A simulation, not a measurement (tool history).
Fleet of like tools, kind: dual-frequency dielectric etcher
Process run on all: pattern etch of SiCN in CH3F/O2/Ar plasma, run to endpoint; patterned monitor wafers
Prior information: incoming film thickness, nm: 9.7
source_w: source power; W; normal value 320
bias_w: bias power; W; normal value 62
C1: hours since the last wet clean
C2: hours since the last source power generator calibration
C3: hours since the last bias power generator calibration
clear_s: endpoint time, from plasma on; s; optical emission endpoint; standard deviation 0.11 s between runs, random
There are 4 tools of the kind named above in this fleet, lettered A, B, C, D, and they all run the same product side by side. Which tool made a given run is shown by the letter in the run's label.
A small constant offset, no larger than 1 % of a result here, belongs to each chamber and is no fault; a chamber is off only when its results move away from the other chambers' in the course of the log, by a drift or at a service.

Run 1B, hour 6.6: usual settings; C1 111.4; C2 371.6; C3 858.7. Result: clear_s 29.347 s.
Run 2A, hour 14.7: usual settings; C1 357.0; C2 2771.4; C3 1253.9. Result: clear_s 29.694 s.
Run 3D, hour 21.3: usual settings; C1 502.3; C2 184.8; C3 1390.5. Result: clear_s 29.514 s.
Run 4C, hour 33.3: usual settings; C1 97.2; C2 1501.2; C3 1816.5. Result: clear_s 29.485 s.
Run 5A, hour 41.4: usual settings; C1 383.7; C2 2798.1; C3 1280.6. Result: clear_s 29.681 s.
Run 6B, hour 48.9: usual settings but bias_w 69 W; C1 153.7; C2 413.9; C3 901.0. Result: clear_s 28.165 s.
Run 7D, hour 55.3: usual settings but bias_w 69 W; C1 536.3; C2 218.8; C3 1424.5. Result: clear_s 28.507 s.
Run 8C, hour 62.1: usual settings but bias_w 69 W; C1 126.0; C2 1530.0; C3 1845.3. Result: clear_s 28.223 s.
Run 9A, hour 70.1: usual settings but bias_w 69 W; C1 412.4; C2 2826.8; C3 1309.3. Result: clear_s 28.363 s.
Run 10C, hour 83.7: usual settings; C1 147.6; C2 1551.6; C3 1866.9. Result: clear_s 29.459 s.
Run 11D, hour 90.7: usual settings but source_w 350 W, bias_w 74 W; C1 571.7; C2 254.2; C3 1459.9. Result: clear_s 26.822 s.
Run 12B, hour 98.4: usual settings but source_w 350 W, bias_w 74 W; C1 203.2; C2 463.4; C3 950.5. Result: clear_s 26.613 s.
Run 13A, hour 111.0: usual settings but source_w 350 W, bias_w 74 W; C1 453.3; C2 2867.7; C3 1350.2. Result: clear_s 27.045 s.
Run 14D, hour 122.2: usual settings but source_w 350 W, bias_w 74 W; C1 603.2; C2 285.7; C3 1491.4. Result: clear_s 26.925 s.
At hour 126.7: chamber D: wet clean of the chamber.
Run 15B, hour 130.2: usual settings; C1 235.0; C2 495.2; C3 982.3. Result: clear_s 29.554 s.
Run 16C, hour 140.1: usual settings; C1 204.0; C2 1608.0; C3 1923.3. Result: clear_s 29.319 s.
Run 17C, hour 151.4: usual settings; C1 215.3; C2 1619.3; C3 1934.6. Result: clear_s 29.381 s.
At hour 152.1: chamber A: wet clean of the chamber.
Run 18B, hour 164.1: usual settings; C1 268.9; C2 529.1; C3 1016.2. Result: clear_s 29.425 s.
Run 19D, hour 176.7: usual settings; C1 50.1; C2 340.2; C3 1545.9. Result: clear_s 30.390 s.
Run 20A, hour 183.1: usual settings; C1 31.0; C2 2939.8; C3 1422.3. Result: clear_s 29.628 s.
Run 21C, hour 193.3: usual settings; C1 257.2; C2 1661.2; C3 1976.5. Result: clear_s 29.243 s.
Run 22D, hour 199.6: usual settings; C1 73.0; C2 363.1; C3 1568.8. Result: clear_s 30.450 s.
Run 23B, hour 205.6: usual settings; C1 310.4; C2 570.6; C3 1057.7. Result: clear_s 29.288 s.
Run 24A, hour 212.4: usual settings; C1 60.3; C2 2969.1; C3 1451.6. Result: clear_s 29.627 s.

For the next run the whole fleet of 4 chambers uses the same settings. Give each chamber's results:
Run 25A, hour 222.3: usual settings but source_w 350 W. Result: clear_s ?.
Run 25B, hour 222.3: usual settings but source_w 350 W. Result: clear_s ?.
Run 25C, hour 222.3: usual settings but source_w 350 W. Result: clear_s ?.
Run 25D, hour 222.3: usual settings but source_w 350 W. Result: clear_s ?.

run  clear_s
25A   28.522
25B   28.443
25C   28.381
25D   29.303
